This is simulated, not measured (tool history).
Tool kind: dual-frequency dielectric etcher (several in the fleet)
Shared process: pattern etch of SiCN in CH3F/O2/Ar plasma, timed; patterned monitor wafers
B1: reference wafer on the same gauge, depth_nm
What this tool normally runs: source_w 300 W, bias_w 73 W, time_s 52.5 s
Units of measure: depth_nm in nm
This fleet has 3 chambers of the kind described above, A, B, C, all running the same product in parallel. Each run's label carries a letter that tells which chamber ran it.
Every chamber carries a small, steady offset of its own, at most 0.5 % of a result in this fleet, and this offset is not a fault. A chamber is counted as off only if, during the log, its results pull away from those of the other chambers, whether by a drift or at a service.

{"run": "1B", "hour": 3.4, "source_w": 300, "bias_w": 73, "time_s": 52.5, "B1": 17.887, "depth_nm": 17.898}
{"run": "2C", "hour": 7.5, "source_w": 300, "bias_w": 73, "time_s": 52.5, "B1": 17.899, "depth_nm": 17.932}
{"run": "3A", "hour": 9.8, "source_w": 300, "bias_w": 73, "time_s": 52.5, "B1": 17.899, "depth_nm": 17.782}
{"hour": 11.1, "done": "chamber B: wet clean of the chamber"}
{"run": "4B", "hour": 12.8, "source_w": 300, "bias_w": 73, "time_s": 52.5, "B1": 17.895, "depth_nm": 17.667}
{"run": "5C", "hour": 15.6, "source_w": 300, "bias_w": 73, "time_s": 52.5, "B1": 17.909, "depth_nm": 17.863}
{"run": "6A", "hour": 19.5, "source_w": 300, "bias_w": 73, "time_s": 52.5, "B1": 17.904, "depth_nm": 17.657}
{"run": "7B", "hour": 22.4, "source_w": 300, "bias_w": 73, "time_s": 52.5, "B1": 17.905, "depth_nm": 17.803}
{"run": "8C", "hour": 24.6, "source_w": 300, "bias_w": 73, "time_s": 52.5, "B1": 17.895, "depth_nm": 17.827}
{"run": "9A", "hour": 26.5, "source_w": 300, "bias_w": 73, "time_s": 52.5, "B1": 17.89, "depth_nm": 17.69}
{"run": "10A", "hour": 30.6, "source_w": 300, "bias_w": 73, "time_s": 52.5, "B1": 17.877, "depth_nm": 17.809}
{"run": "11B", "hour": 34.6, "source_w": 300, "bias_w": 73, "time_s": 52.5, "B1": 17.914, "depth_nm": 17.664}
{"run": "12C", "hour": 37.6, "source_w": 300, "bias_w": 73, "time_s": 52.5, "B1": 17.902, "depth_nm": 17.772}
{"run": "13C", "hour": 41.9, "source_w": 300, "bias_w": 73, "time_s": 52.5, "B1": 17.893, "depth_nm": 17.89}
{"run": "14A", "hour": 44.6, "source_w": 300, "bias_w": 73, "time_s": 52.5, "B1": 17.902, "depth_nm": 17.793}
{"run": "15B", "hour": 47.3, "source_w": 300, "bias_w": 73, "time_s": 52.5, "B1": 17.907, "depth_nm": 17.704}
{"run": "16C", "hour": 51.0, "source_w": 300, "bias_w": 73, "time_s": 52.5, "B1": 17.912, "depth_nm": 18.003}
{"run": "17B", "hour": 55.0, "source_w": 300, "bias_w": 73, "time_s": 52.5, "B1": 17.908, "depth_nm": 17.713}
{"run": "18A", "hour": 57.9, "source_w": 300, "bias_w": 73, "time_s": 52.5, "B1": 17.904, "depth_nm": 17.693}
{"run": "19C", "hour": 59.8, "source_w": 240, "bias_w": 80, "time_s": 52.5, "B1": 17.908, "depth_nm": 17.116}
{"run": "20B", "hour": 61.8, "source_w": 240, "bias_w": 80, "time_s": 52.5, "B1": 17.903, "depth_nm": 16.944}
{"run": "21A", "hour": 63.8, "source_w": 240, "bias_w": 80, "time_s": 52.5, "B1": 17.896, "depth_nm": 16.934}
{"run": "22A", "hour": 66.5, "source_w": 300, "bias_w": 73, "time_s": 52.5, "B1": 17.911, "depth_nm": 17.738}
{"run": "23C", "hour": 68.6, "source_w": 300, "bias_w": 73, "time_s": 52.5, "B1": 17.91, "depth_nm": 18.065}
{"run": "24B", "hour": 70.6, "source_w": 360, "bias_w": 73, "time_s": 52.5, "B1": 17.895, "depth_nm": 19.12}
{"run": "25A", "hour": 72.6, "source_w": 360, "bias_w": 73, "time_s": 52.5, "B1": 17.894, "depth_nm": 19.012}
{"run": "26C", "hour": 76.2, "source_w": 360, "bias_w": 73, "time_s": 52.5, "B1": 17.9, "depth_nm": 19.151}
{"run": "27B", "hour": 78.4, "source_w": 300, "bias_w": 73, "time_s": 52.5, "B1": 17.918, "depth_nm": 17.843}
{"hour": 79.4, "done": "chamber A: wet clean of the chamber"}
{"run": "28B", "hour": 80.8, "source_w": 270, "bias_w": 68, "time_s": 52.5, "B1": 17.898, "depth_nm": 16.637}
{"run": "29A", "hour": 84.2, "source_w": 270, "bias_w": 68, "time_s": 52.5, "B1": 17.902, "depth_nm": 16.599}
{"run": "30C", "hour": 86.2, "source_w": 270, "bias_w": 68, "time_s": 52.5, "B1": 17.897, "depth_nm": 16.645}
{"run": "31C", "hour": 89.8, "source_w": 300, "bias_w": 73, "time_s": 52.5, "B1": 17.89, "depth_nm": 17.835}
{"run": "32B", "hour": 94.1, "source_w": 300, "bias_w": 73, "time_s": 52.5, "B1": 17.901, "depth_nm": 17.812}
{"run": "33A", "hour": 97.7, "source_w": 300, "bias_w": 73, "time_s": 52.5, "B1": 17.886, "depth_nm": 17.639}
{"run": "34A", "hour": 102.1, "source_w": 300, "bias_w": 73, "time_s": 52.5, "B1": 17.914, "depth_nm": 17.742}
{"run": "35C", "hour": 106.2, "source_w": 300, "bias_w": 73, "time_s": 52.5, "B1": 17.894, "depth_nm": 17.905}
{"run": "36B", "hour": 108.4, "source_w": 300, "bias_w": 73, "time_s": 52.5, "B1": 17.918, "depth_nm": 17.733}

Predict what each chamber gives when all 3 of them run the settings below next.
{"run": "37A", "hour": 111.5, "source_w": 300, "bias_w": 73, "time_s": 52.5, "depth_nm": "?"}
{"run": "37B", "hour": 111.5, "source_w": 300, "bias_w": 73, "time_s": 52.5, "depth_nm": "?"}
{"run": "37C", "hour": 111.5, "source_w": 300, "bias_w": 73, "time_s": 52.5, "depth_nm": "?"}

run=37A depth_nm=17.705
run=37B depth_nm=17.835
run=37C depth_nm=17.759
